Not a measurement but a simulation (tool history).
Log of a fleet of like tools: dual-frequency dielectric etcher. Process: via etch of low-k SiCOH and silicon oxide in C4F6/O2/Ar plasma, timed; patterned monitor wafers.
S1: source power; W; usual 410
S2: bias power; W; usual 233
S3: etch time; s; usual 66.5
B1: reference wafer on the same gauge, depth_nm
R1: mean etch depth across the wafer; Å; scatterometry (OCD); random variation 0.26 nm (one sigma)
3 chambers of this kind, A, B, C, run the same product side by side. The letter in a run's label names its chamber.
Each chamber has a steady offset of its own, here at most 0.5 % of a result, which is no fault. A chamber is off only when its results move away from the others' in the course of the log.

run	day	S1	S2	S3	B1	R1
1B	0.117	410	233	66.5	177.01	2034.4
2C	0.250	410	233	66.5	176.97	2052.0
3A	0.442	410	233	66.5	176.97	2052.4
4C	0.571	410	233	66.5	176.92	2051.3
5A	0.725	410	233	66.5	176.90	2051.0
6B	0.900	470	233	66.5	176.90	2140.2
7C	1.021	470	233	66.5	176.88	2159.8
8B	1.150	470	233	66.5	176.84	2140.3
9A	1.258	410	233	66.5	176.79	2054.1
10B	1.404	410	233	66.5	176.82	2034.9
11C	1.562	410	233	66.5	176.78	2052.0
12A	1.671	410	233	66.5	176.74	2050.8
13B	1.867	410	233	66.5	176.72	2029.0
# day 1.954: chamber A: wet clean of the chamber
14C	2.054	410	233	66.5	176.79	2050.5
15A	2.242	410	233	66.5	176.70	2050.5
16C	2.362	410	233	48.5	176.65	1494.3
17B	2.538	410	233	48.5	176.64	1480.7
18A	2.692	410	233	48.5	176.63	1495.4
19B	2.804	410	233	76.0	176.60	2315.4
20C	2.888	410	233	76.0	176.63	2334.9
21A	2.988	410	233	76.0	176.58	2339.4
22B	3.171	410	233	66.5	176.60	2030.8
23C	3.321	410	233	66.5	176.63	2040.6
24A	3.479	410	233	66.5	176.52	2044.7
25B	3.667	360	209	66.5	176.41	1857.7
26C	3.817	360	209	66.5	176.49	1876.2
27A	4.008	360	209	66.5	176.44	1879.8
28B	4.100	410	233	66.5	176.42	2027.4
29C	4.271	410	233	66.5	176.40	2042.5
30A	4.425	410	233	66.5	176.40	2046.5
31C	4.617	410	233	66.5	176.37	2041.0
32B	4.758	410	201	47.0	176.36	1363.5
33A	4.917	410	201	47.0	176.29	1379.5
34C	5.062	410	201	47.0	176.28	1374.3
35A	5.238	410	233	66.5	176.32	2050.2
36B	5.375	410	233	66.5	176.30	2022.6
37C	5.496	410	233	66.5	176.19	2040.8
38B	5.646	440	233	66.5	176.18	2076.9
39A	5.821	440	233	66.5	176.24	2098.2
40C	5.971	440	233	66.5	176.19	2098.6
41A	6.146	410	233	66.5	176.19	2043.3
42B	6.333	410	233	66.5	176.15	2021.8
43B	6.488	410	233	66.5	176.10	2019.4

All 3 chambers run these settings next. Forecast each chamber's results:
44A	6.625	410	233	66.5		?
44B	6.625	410	233	66.5		?
44C	6.625	410	233	66.5		?

run	R1
44A	2040.9
44B	2020.2
44C	2040.2

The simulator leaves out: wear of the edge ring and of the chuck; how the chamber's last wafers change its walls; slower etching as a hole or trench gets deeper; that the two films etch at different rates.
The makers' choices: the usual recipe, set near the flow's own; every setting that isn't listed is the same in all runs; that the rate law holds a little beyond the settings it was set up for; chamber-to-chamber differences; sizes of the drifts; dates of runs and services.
